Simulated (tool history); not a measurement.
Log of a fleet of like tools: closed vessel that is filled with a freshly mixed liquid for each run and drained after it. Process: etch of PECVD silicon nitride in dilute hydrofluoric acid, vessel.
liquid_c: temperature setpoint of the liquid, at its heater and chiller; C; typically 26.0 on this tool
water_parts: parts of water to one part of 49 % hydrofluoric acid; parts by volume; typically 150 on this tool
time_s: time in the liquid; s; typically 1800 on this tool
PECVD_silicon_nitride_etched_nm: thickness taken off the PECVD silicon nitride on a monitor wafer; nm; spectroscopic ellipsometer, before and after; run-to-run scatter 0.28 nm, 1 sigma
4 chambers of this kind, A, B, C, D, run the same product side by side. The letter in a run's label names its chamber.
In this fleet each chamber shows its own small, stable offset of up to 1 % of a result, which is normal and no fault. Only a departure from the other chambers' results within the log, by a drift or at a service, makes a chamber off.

run   hour  liquid_c  water_parts  time_s  hours since the thermometer was replaced  hours since the hydrofluoric acid flow meter was replaced  read-back film thickness of the PECVD silicon nitride reference wafer, read on the same gauge (nm)  PECVD_silicon_nitride_etched_nm
 1A   13.8      26.0          150    1800                                    1021.5                                                      373.4                                                                                              49.997                           34.803
 2C   27.7      26.0          150    1800                                    1147.2                                                      331.8                                                                                              50.015                           33.663
 3D   34.6      26.0          150    1800                                    1998.5                                                      136.9                                                                                              50.003                           34.515
 4B   42.3      26.0          150    1800                                     188.7                                                      146.1                                                                                              49.986                           34.669
 5B   56.4      26.0          150    1800                                     202.8                                                      160.2                                                                                              49.995                           34.888
 6D   66.3      26.0          150    1800                                    2030.2                                                      168.6                                                                                              49.991                           35.367
 7A   76.8      26.0          150    1800                                    1084.5                                                      436.4                                                                                              50.005                           34.661
 8C   91.5      26.0          125    1800                                    1211.0                                                      395.6                                                                                              49.995                           41.522
 9D   99.6      26.0          125    1800                                    2063.5                                                      201.9                                                                                              50.000                           41.911
10B  113.4      26.0          125    1800                                     259.8                                                      217.2                                                                                              50.025                           41.569
11A  125.0      26.0          125    1800                                    1132.7                                                      484.6                                                                                              50.015                           41.739
12C  132.3      26.0          150    1800                                    1251.8                                                      436.4                                                                                              49.990                           34.663
13C  139.0      26.0          150    1800                                    1258.5                                                      443.1                                                                                              50.000                           34.308
14B  152.9      26.0          150    1800                                     299.3                                                      256.7                                                                                              49.987                           34.420
15D  166.8      26.0          150    1800                                    2130.7                                                      269.1                                                                                              49.994                           34.534
16A  180.0      26.0          150    1800                                    1187.7                                                      539.6                                                                                              49.985                           33.945
17B  186.6      26.0          150    1800                                     333.0                                                      290.4                                                                                              49.977                           34.160
18D  201.3      26.0          150    1800                                    2165.2                                                      303.6                                                                                              50.003                           34.575
19A  209.5      26.0          150    1800                                    1217.2                                                      569.1                                                                                              50.003                           33.765
20C  223.9      26.0          150    1800                                    1343.4                                                      528.0                                                                                              49.993                           34.007
21D  237.4      26.0          150    1800                                    2201.3                                                      339.7                                                                                              49.997                           34.915
22C  251.3      26.0          150    1800                                    1370.8                                                      555.4                                                                                              49.984                           34.731
23A  263.8      26.0          150    1800                                    1271.5                                                      623.4                                                                                              49.987                           33.781
24B  278.4      26.0          150    1800                                     424.8                                                      382.2                                                                                              50.003                           34.465
25C  290.7      26.0          150    1800                                    1410.2                                                      594.8                                                                                              50.007                           34.568
26D  304.7      26.0          150    1800                                    2268.6                                                      407.0                                                                                              49.983                           34.665
27B  312.8      26.0          150    1800                                     459.2                                                      416.6                                                                                              49.994                           34.114
28A  324.4      26.0          150    1800                                    1332.1                                                      684.0                                                                                              49.998                           32.934
29C  336.2      26.0          150    1800                                    1455.7                                                      640.3                                                                                              49.985                           34.003
30B  342.9      22.5          100    1800                                     489.3                                                      446.7                                                                                              50.002                           41.320
31A  350.2      22.5          100    1800                                    1357.9                                                      709.8                                                                                              49.997                           39.924
32D  363.3      22.5          100    1800                                    2327.2                                                      465.6                                                                                              50.003                           40.756
33A  373.6      22.5          100    1800                                    1381.3                                                      733.2                                                                                              49.992                           39.315
34D  381.2      26.0          150    1800                                    2345.1                                                      483.5                                                                                              50.014                           34.484
35C  388.6      22.5          150    2770                                    1508.1                                                      692.7                                                                                              49.987                           42.294
36B  396.9      22.5          150    2770                                     543.3                                                      500.7                                                                                              50.014                           42.233
37D  410.5      22.5          150    2770                                    2374.4                                                      512.8                                                                                              50.014                           41.827
38C  419.6      22.5          150    2770                                    1539.1                                                      723.7                                                                                              49.989                           41.678
39B  430.2      26.0          150    1800                                     576.6                                                      534.0                                                                                              49.993                           34.389
40A  439.5      26.0          150    1800                                    1447.2                                                      799.1                                                                                              50.006                           32.367
41C  448.2      26.0          150    1800                                    1567.7                                                      752.3                                                                                              49.992                           34.382
42A  461.9      26.0          150    1800                                    1469.6                                                      821.5                                                                                              50.001                           31.703

Next, every chamber runs the same settings. What will each give?
43A  472.7      26.0          150    1800                                                                                                                                                                                                                                         ?
43B  472.7      26.0          150    1800                                                                                                                                                                                                                                         ?
43C  472.7      26.0          150    1800                                                                                                                                                                                                                                         ?
43D  472.7      26.0          150    1800                                                                                                                                                                                                                                         ?

run  PECVD_silicon_nitride_etched_nm
43A                           31.533
43B                           34.600
43C                           34.878
43D                           34.698
